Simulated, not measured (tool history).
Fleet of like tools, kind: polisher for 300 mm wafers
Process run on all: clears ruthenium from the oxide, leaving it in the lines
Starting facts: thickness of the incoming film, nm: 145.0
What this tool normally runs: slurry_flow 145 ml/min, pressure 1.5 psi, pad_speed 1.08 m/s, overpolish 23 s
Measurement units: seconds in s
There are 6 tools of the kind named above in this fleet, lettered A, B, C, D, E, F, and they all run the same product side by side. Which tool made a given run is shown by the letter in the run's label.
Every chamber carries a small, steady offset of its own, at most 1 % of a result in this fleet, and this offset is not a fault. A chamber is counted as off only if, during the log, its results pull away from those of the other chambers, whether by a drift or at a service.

run 1D hour=3.9 | slurry_flow=145 pressure=1.5 pad_speed=1.08 overpolish=23 | seconds=142.49
run 2B hour=7.5 | slurry_flow=145 pressure=1.5 pad_speed=1.08 overpolish=23 | seconds=142.66
-- hour=10.5 chamber B: worn pad replaced by a new one
run 3A hour=10.6 | slurry_flow=145 pressure=1.5 pad_speed=1.08 overpolish=23 | seconds=147.52
run 4C hour=12.8 | slurry_flow=145 pressure=1.5 pad_speed=1.08 overpolish=23 | seconds=139.81
run 5E hour=17.1 | slurry_flow=145 pressure=1.5 pad_speed=1.08 overpolish=23 | seconds=144.87
run 6F hour=19.1 | slurry_flow=145 pressure=1.5 pad_speed=1.08 overpolish=23 | seconds=141.25
run 7E hour=23.2 | slurry_flow=145 pressure=1.5 pad_speed=1.08 overpolish=23 | seconds=144.98
run 8B hour=26.2 | slurry_flow=145 pressure=1.5 pad_speed=1.08 overpolish=23 | seconds=143.72
-- hour=26.6 chamber E: worn pad replaced by a new one
run 9D hour=28.8 | slurry_flow=145 pressure=1.5 pad_speed=1.08 overpolish=23 | seconds=144.39
-- hour=30.8 chamber F: slurry nozzle cleaned
run 10C hour=32.5 | slurry_flow=145 pressure=1.5 pad_speed=1.08 overpolish=23 | seconds=150.75
-- hour=33.1 chamber E: head pressure recalibrated
run 11F hour=34.6 | slurry_flow=145 pressure=1.5 pad_speed=1.08 overpolish=19 | seconds=140.45
run 12A hour=38 | slurry_flow=145 pressure=1.5 pad_speed=1.08 overpolish=19 | seconds=141.76
run 13D hour=40.8 | slurry_flow=145 pressure=1.5 pad_speed=1.08 overpolish=19 | seconds=138.31
run 14E hour=44.5 | slurry_flow=145 pressure=1.5 pad_speed=1.08 overpolish=19 | seconds=139.47
-- hour=46.3 chamber C: worn pad replaced by a new one
run 15B hour=46.9 | slurry_flow=145 pressure=1.5 pad_speed=1.08 overpolish=19 | seconds=145.96
run 16F hour=50.2 | slurry_flow=145 pressure=1.5 pad_speed=1.08 overpolish=19 | seconds=143.47
-- hour=50.5 chamber D: worn pad replaced by a new one
run 17A hour=52.3 | slurry_flow=145 pressure=1.5 pad_speed=1.08 overpolish=23 | seconds=146.56
run 18C hour=56.6 | slurry_flow=145 pressure=1.3 pad_speed=1.08 overpolish=23 | seconds=163.35
run 19B hour=59.6 | slurry_flow=145 pressure=1.3 pad_speed=1.08 overpolish=23 | seconds=165.08
run 20C hour=62.2 | slurry_flow=145 pressure=1.3 pad_speed=1.08 overpolish=23 | seconds=159.21
run 21A hour=65.5 | slurry_flow=145 pressure=1.3 pad_speed=1.08 overpolish=23 | seconds=164.49
run 22F hour=67.8 | slurry_flow=145 pressure=1.3 pad_speed=1.08 overpolish=23 | seconds=170.15
run 23D hour=70.1 | slurry_flow=145 pressure=1.3 pad_speed=1.08 overpolish=23 | seconds=158.49
run 24E hour=73.7 | slurry_flow=145 pressure=1.1 pad_speed=1.08 overpolish=23 | seconds=194.78
run 25B hour=76.2 | slurry_flow=145 pressure=1.1 pad_speed=1.08 overpolish=23 | seconds=193.92
run 26F hour=78.4 | slurry_flow=145 pressure=1.1 pad_speed=1.08 overpolish=23 | seconds=201.18
run 27A hour=82.1 | slurry_flow=145 pressure=1.1 pad_speed=1.08 overpolish=23 | seconds=194.14
run 28C hour=86.4 | slurry_flow=145 pressure=1.1 pad_speed=1.08 overpolish=23 | seconds=189.19
run 29E hour=89.5 | slurry_flow=145 pressure=1.1 pad_speed=1.08 overpolish=23 | seconds=188.77
-- hour=90.6 chamber B: slurry nozzle cleaned
run 30D hour=92.5 | slurry_flow=145 pressure=1.5 pad_speed=1.08 overpolish=23 | seconds=141.08
run 31A hour=96.1 | slurry_flow=145 pressure=1.5 pad_speed=1.08 overpolish=23 | seconds=144.05
run 32E hour=100.1 | slurry_flow=145 pressure=1.5 pad_speed=1.08 overpolish=23 | seconds=144.99
run 33B hour=103.9 | slurry_flow=145 pressure=1.5 pad_speed=1.08 overpolish=23 | seconds=145.44
run 34C hour=106.8 | slurry_flow=145 pressure=1.5 pad_speed=1.08 overpolish=23 | seconds=140.07
-- hour=108.6 chamber D: worn pad replaced by a new one
-- hour=110.6 chamber A: slurry nozzle cleaned
run 35F hour=110.9 | slurry_flow=145 pressure=1.5 pad_speed=1.08 overpolish=23 | seconds=159.65
run 36D hour=113.6 | slurry_flow=145 pressure=1.5 pad_speed=1.08 overpolish=23 | seconds=141.92
run 37F hour=115.7 | slurry_flow=145 pressure=1.5 pad_speed=1.08 overpolish=23 | seconds=154.05
run 38C hour=119.8 | slurry_flow=145 pressure=1.5 pad_speed=1.08 overpolish=23 | seconds=142.38
run 39D hour=122.5 | slurry_flow=195 pressure=1.5 pad_speed=1.08 overpolish=27 | seconds=136.1
run 40B hour=125.8 | slurry_flow=195 pressure=1.5 pad_speed=1.08 overpolish=27 | seconds=135.86
run 41A hour=129.7 | slurry_flow=195 pressure=1.5 pad_speed=1.08 overpolish=27 | seconds=137.12
run 42E hour=131.9 | slurry_flow=195 pressure=1.5 pad_speed=1.08 overpolish=27 | seconds=135.64
run 43B hour=136.4 | slurry_flow=195 pressure=1.5 pad_speed=1.08 overpolish=27 | seconds=135.99
run 44E hour=138.5 | slurry_flow=195 pressure=1.5 pad_speed=1.08 overpolish=27 | seconds=137.86

Each of the 6 chambers runs these same settings next. Fill in every chamber's results:
run 45A hour=141.9 | slurry_flow=145 pressure=1.8 pad_speed=1.08 overpolish=23 | seconds=?
run 45B hour=141.9 | slurry_flow=145 pressure=1.8 pad_speed=1.08 overpolish=23 | seconds=?
run 45C hour=141.9 | slurry_flow=145 pressure=1.8 pad_speed=1.08 overpolish=23 | seconds=?
run 45D hour=141.9 | slurry_flow=145 pressure=1.8 pad_speed=1.08 overpolish=23 | seconds=?
run 45E hour=141.9 | slurry_flow=145 pressure=1.8 pad_speed=1.08 overpolish=23 | seconds=?
run 45F hour=141.9 | slurry_flow=145 pressure=1.8 pad_speed=1.08 overpolish=23 | seconds=?

run=45A seconds=119.86
run=45B seconds=119.89
run=45C seconds=121.85
run=45D seconds=116.87
run=45E seconds=120.1
run=45F seconds=131.25
